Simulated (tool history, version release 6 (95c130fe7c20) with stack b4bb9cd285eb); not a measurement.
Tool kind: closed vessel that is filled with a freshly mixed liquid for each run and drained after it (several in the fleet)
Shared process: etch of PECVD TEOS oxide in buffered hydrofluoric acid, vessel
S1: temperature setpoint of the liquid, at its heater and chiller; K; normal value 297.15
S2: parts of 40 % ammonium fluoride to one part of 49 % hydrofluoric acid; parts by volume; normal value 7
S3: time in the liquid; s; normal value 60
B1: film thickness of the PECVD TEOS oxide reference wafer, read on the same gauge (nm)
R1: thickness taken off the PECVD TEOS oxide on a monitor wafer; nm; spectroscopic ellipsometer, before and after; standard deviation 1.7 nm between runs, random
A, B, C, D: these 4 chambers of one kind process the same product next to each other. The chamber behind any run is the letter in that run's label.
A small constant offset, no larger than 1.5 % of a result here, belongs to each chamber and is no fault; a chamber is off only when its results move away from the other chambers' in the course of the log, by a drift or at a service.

{"run": "1B", "hour": 11.7, "S1": 297.15, "S2": 7, "S3": 60, "B1": 89.959, "R1": 188.18}
{"run": "2C", "hour": 21.2, "S1": 297.15, "S2": 7, "S3": 60, "B1": 90.03, "R1": 184.45}
{"run": "3D", "hour": 30.8, "S1": 297.15, "S2": 7, "S3": 60, "B1": 90.009, "R1": 184.58}
{"run": "4A", "hour": 44.8, "S1": 297.15, "S2": 7, "S3": 60, "B1": 90.025, "R1": 182.53}
{"run": "5D", "hour": 54.3, "S1": 297.15, "S2": 7, "S3": 60, "B1": 90.043, "R1": 186.28}
{"run": "6A", "hour": 64.3, "S1": 297.15, "S2": 7, "S3": 60, "B1": 89.991, "R1": 183.66}
{"run": "7B", "hour": 79.0, "S1": 297.15, "S2": 7, "S3": 60, "B1": 89.948, "R1": 184.1}
{"run": "8C", "hour": 91.0, "S1": 297.15, "S2": 7, "S3": 60, "B1": 89.983, "R1": 183.87}
{"run": "9C", "hour": 100.0, "S1": 297.15, "S2": 7, "S3": 60, "B1": 90.011, "R1": 181.17}
{"run": "10A", "hour": 107.2, "S1": 297.15, "S2": 7, "S3": 60, "B1": 90.036, "R1": 183.78}
{"hour": 120.1, "done": "chamber B: hydrofluoric acid flow meter replaced"}
{"run": "11B", "hour": 122.1, "S1": 299.65, "S2": 8, "S3": 60, "B1": 90.031, "R1": 181.75}
{"run": "12D", "hour": 136.7, "S1": 299.65, "S2": 8, "S3": 60, "B1": 90.006, "R1": 183.5}
{"run": "13B", "hour": 148.5, "S1": 299.65, "S2": 8, "S3": 60, "B1": 89.999, "R1": 185.36}
{"run": "14A", "hour": 157.0, "S1": 299.65, "S2": 8, "S3": 60, "B1": 89.992, "R1": 180.18}
{"run": "15C", "hour": 170.2, "S1": 297.15, "S2": 7, "S3": 60, "B1": 90.026, "R1": 184.05}
{"run": "16D", "hour": 178.2, "S1": 297.15, "S2": 7, "S3": 60, "B1": 90.027, "R1": 186.91}
{"run": "17B", "hour": 186.0, "S1": 297.15, "S2": 7, "S3": 60, "B1": 89.995, "R1": 186.24}
{"run": "18D", "hour": 194.0, "S1": 297.15, "S2": 7, "S3": 60, "B1": 89.967, "R1": 182.32}
{"run": "19C", "hour": 209.0, "S1": 297.15, "S2": 7, "S3": 60, "B1": 89.968, "R1": 182.72}
{"run": "20A", "hour": 216.0, "S1": 297.15, "S2": 6, "S3": 60, "B1": 90.069, "R1": 207.05}
{"run": "21B", "hour": 224.1, "S1": 297.15, "S2": 6, "S3": 60, "B1": 89.938, "R1": 214.67}
{"run": "22C", "hour": 232.6, "S1": 297.15, "S2": 6, "S3": 60, "B1": 90.01, "R1": 211.62}
{"run": "23D", "hour": 241.7, "S1": 297.15, "S2": 6, "S3": 60, "B1": 90.012, "R1": 209.41}
{"run": "24A", "hour": 249.7, "S1": 297.15, "S2": 7, "S3": 60, "B1": 89.993, "R1": 184.43}
{"run": "25C", "hour": 260.4, "S1": 297.15, "S2": 7, "S3": 60, "B1": 89.989, "R1": 184.28}
{"run": "26B", "hour": 271.6, "S1": 297.15, "S2": 7, "S3": 60, "B1": 90.033, "R1": 185.47}
{"run": "27A", "hour": 282.8, "S1": 297.15, "S2": 7, "S3": 60, "B1": 90.022, "R1": 179.25}
{"run": "28D", "hour": 290.5, "S1": 297.15, "S2": 7, "S3": 60, "B1": 89.99, "R1": 185.11}
{"run": "29D", "hour": 300.9, "S1": 297.15, "S2": 7, "S3": 60, "B1": 89.98, "R1": 183.64}
{"run": "30B", "hour": 314.5, "S1": 297.15, "S2": 7, "S3": 60, "B1": 90.024, "R1": 183.03}
{"run": "31C", "hour": 328.7, "S1": 297.15, "S2": 7, "S3": 60, "B1": 90.027, "R1": 183.59}
{"hour": 336.3, "done": "chamber D: thermometer replaced"}
{"run": "32A", "hour": 336.4, "S1": 297.15, "S2": 7, "S3": 60, "B1": 89.996, "R1": 176.71}
{"run": "33C", "hour": 343.6, "S1": 297.15, "S2": 7, "S3": 60, "B1": 90.005, "R1": 183}
{"run": "34D", "hour": 356.7, "S1": 297.15, "S2": 7, "S3": 60, "B1": 90.023, "R1": 184.34}
{"run": "35B", "hour": 365.6, "S1": 297.15, "S2": 7, "S3": 60, "B1": 90.014, "R1": 182.58}
{"run": "36A", "hour": 378.0, "S1": 297.15, "S2": 7, "S3": 60, "B1": 89.991, "R1": 177.15}
{"run": "37A", "hour": 385.3, "S1": 297.15, "S2": 7, "S3": 60, "B1": 90.008, "R1": 174.8}
{"run": "38B", "hour": 399.5, "S1": 297.15, "S2": 7, "S3": 60, "B1": 89.95, "R1": 184}

Is one chamber off against the others, does the gauge drift, or is nothing wrong? If a chamber is off, say which, and what the likeliest cause is.

It is chamber A that slowly wanders off from its peers.
Most likely cause: liquid colder than its thermometer reads (K) = 0.902.
It could be hard to tell apart here from: hydrofluoric acid flow below the setpoint (%).

Which of the 4 candidates below, each the usual settings with something changed and its results left as question marks, puts chamber A back in line with what the other chambers give on the usual settings?
Counts as in line when no further than this from what the other chambers average on the usual settings: R1 5.9 nm
{"run": "39A-1", "hour": 410.4, "S1": 295.15, "S2": 7, "S3": 60, "R1": "?"}
{"run": "39A-2", "hour": 410.4, "S1": 297.15, "S2": 6.5, "S3": 60, "R1": "?"}
{"run": "39A-3", "hour": 410.4, "S1": 296.15, "S2": 7, "S3": 60, "R1": "?"}
{"run": "39A-4", "hour": 410.4, "S1": 297.65, "S2": 7, "S3": 65, "R1": "?"}

The mean the other chambers reach with the usual settings: R1 184.29 nm
run=39A-1 R1=156.22
run=39A-2 R1=186.12
run=39A-3 R1=165.19
run=39A-4 R1=194.31
It is 39A-2 that realigns the chamber with its peers.
